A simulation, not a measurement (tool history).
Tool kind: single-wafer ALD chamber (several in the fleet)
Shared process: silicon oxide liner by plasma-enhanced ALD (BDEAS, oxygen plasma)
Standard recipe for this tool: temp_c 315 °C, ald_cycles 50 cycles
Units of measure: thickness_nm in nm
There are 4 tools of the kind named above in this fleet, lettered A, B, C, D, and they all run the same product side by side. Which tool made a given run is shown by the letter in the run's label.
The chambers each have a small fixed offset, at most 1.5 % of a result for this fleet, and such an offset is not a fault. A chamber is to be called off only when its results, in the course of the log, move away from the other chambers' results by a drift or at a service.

run	day	temp_c	ald_cycles	hours since the last thermocouple change	read-back reference wafer on the same gauge, thickness_nm	thickness_nm
1A	0.358	315	50	2072.7	4.4709	4.5705
2B	0.933	315	50	701.2	4.4687	4.4841
3D	1.508	315	50	2003.5	4.4680	4.5462
4C	1.838	315	50	1026.0	4.4673	4.5798
5A	2.283	315	50	2118.9	4.4647	4.5627
6D	2.704	315	44	2032.2	4.4652	3.9844
7C	3.296	315	44	1061.0	4.4636	4.0226
# day 3.850: chamber C: thermocouple changed; heater temperature recalibrated
8B	3.904	315	44	772.5	4.4621	3.9339
9A	4.196	315	44	2164.8	4.4617	4.0151
10C	4.562	315	50	17.1	4.4611	4.5720
11D	5.133	315	50	2090.5	4.4591	4.5301
12B	5.450	315	50	809.6	4.4602	4.4782
13B	5.879	315	50	819.9	4.4598	4.4580
14A	6.504	315	50	2220.2	4.4588	4.5569
15C	6.925	315	50	73.8	4.4562	4.5743
16D	7.433	315	50	2145.7	4.4560	4.5220
17A	7.821	315	50	2251.8	4.4545	4.5577
18B	8.338	329	44	878.9	4.4538	3.8531
19C	8.725	329	44	117.0	4.4545	3.9308
20D	9.217	329	44	2188.5	4.4499	3.8904
21B	9.817	329	44	914.4	4.4503	3.8532
22A	10.317	315	50	2311.7	4.4509	4.5400
23C	10.883	315	50	168.8	4.4474	4.5506
24D	11.283	315	50	2238.1	4.4481	4.5128
25D	11.688	315	50	2247.8	4.4486	4.5082
26C	12.162	315	50	199.5	4.4470	4.5581
27A	12.567	315	50	2365.7	4.4465	4.5574
28B	13.088	322	57	992.9	4.4443	5.0300
29B	13.729	322	57	1008.3	4.4438	5.0396

For the next run the whole fleet of 4 chambers uses the same settings. Give each chamber's results:
30A	14.192	315	50			?
30B	14.192	315	50			?
30C	14.192	315	50			?
30D	14.192	315	50			?

run	thickness_nm
30A	4.5466
30B	4.4464
30C	4.5572
30D	4.5128
